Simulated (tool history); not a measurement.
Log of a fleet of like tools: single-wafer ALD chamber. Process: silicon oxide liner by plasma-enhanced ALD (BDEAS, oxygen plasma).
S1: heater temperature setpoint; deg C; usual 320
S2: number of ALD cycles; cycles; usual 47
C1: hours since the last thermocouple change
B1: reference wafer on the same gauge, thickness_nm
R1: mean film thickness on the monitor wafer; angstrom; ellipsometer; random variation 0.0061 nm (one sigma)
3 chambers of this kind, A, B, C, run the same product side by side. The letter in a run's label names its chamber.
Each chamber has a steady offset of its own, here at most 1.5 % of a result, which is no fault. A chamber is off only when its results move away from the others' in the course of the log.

run,hour,S1,S2,C1,B1,R1
1B,10.7,320,47,334.8,5.0399,42.92
2A,20.6,320,47,2304.8,5.0427,42.981
3C,32.9,320,47,1335.3,5.0428,42.41
4C,38.7,320,47,1341.1,5.0422,42.555
5A,45.3,320,47,2329.5,5.0437,43.062
6B,55.5,320,47,379.6,5.0427,42.87
# hour 64: chamber A: thermocouple changed; heater temperature recalibrated
7A,67,320,47,3.1,5.0448,43.113
8B,76.1,320,47,400.2,5.0468,42.908
9C,84.8,320,47,1387.2,5.0466,42.455
10A,92.9,320,47,29,5.0468,43.005
11C,104.2,320,47,1406.6,5.0475,42.555
12B,109.6,320,47,433.7,5.0457,42.964
13C,121.3,320,47,1423.7,5.047,42.436
14A,129.2,320,47,65.3,5.0483,43.021
15B,134.7,320,47,458.8,5.0508,42.922
16B,141.4,320,47,465.5,5.0492,42.989
17C,147.9,320,47,1450.3,5.0521,42.553
18A,154,320,47,90.1,5.0514,43.005
19A,166.3,320,47,102.4,5.0525,43.25
20C,178.6,313,52,1481,5.0524,47.728
21B,190.6,313,52,514.7,5.0538,48.099
22A,200.1,313,52,136.2,5.0517,48.106
23B,207.4,320,47,531.5,5.0562,42.964
24C,218.9,320,47,1521.3,5.0545,42.664
25A,225.8,320,47,161.9,5.0562,43.124
26B,235.2,320,47,559.3,5.056,43.039
27C,247.1,320,47,1549.5,5.0579,42.692
28B,255,320,47,579.1,5.0589,43.045
29C,264.8,320,47,1567.2,5.0609,42.739
30A,273.5,320,47,209.6,5.0601,43.091
31B,279.3,320,47,603.4,5.0601,43.004
32A,288.1,320,47,224.2,5.0616,43.117
33C,297.7,320,47,1600.1,5.0608,42.709
34A,309.6,320,47,245.7,5.062,43.269
35C,317.5,320,47,1619.9,5.0628,42.789
36B,326.2,320,47,650.3,5.0636,42.913
37B,334.6,320,47,658.7,5.0648,43.069
# hour 335.5: chamber C: thermocouple changed; heater temperature recalibrated
38A,342.3,320,47,278.4,5.0655,43.23
39C,353.8,333,38,18.4,5.0651,33.924
40B,364.5,333,38,688.6,5.0661,34.268
41C,376.1,333,38,40.7,5.0667,33.964
42A,383.9,320,47,320,5.0695,43.083
43C,393.6,320,47,58.2,5.0683,42.674
44A,399.6,320,47,335.7,5.0699,43.232

Is one chamber off against the others, does the gauge drift, or is nothing wrong? If a chamber is off, say which, and what the likeliest cause is.

The gauge drifts, so all chambers seem to drift together. No chamber is off.
Cause: gauge reads high (%) = 0.588.

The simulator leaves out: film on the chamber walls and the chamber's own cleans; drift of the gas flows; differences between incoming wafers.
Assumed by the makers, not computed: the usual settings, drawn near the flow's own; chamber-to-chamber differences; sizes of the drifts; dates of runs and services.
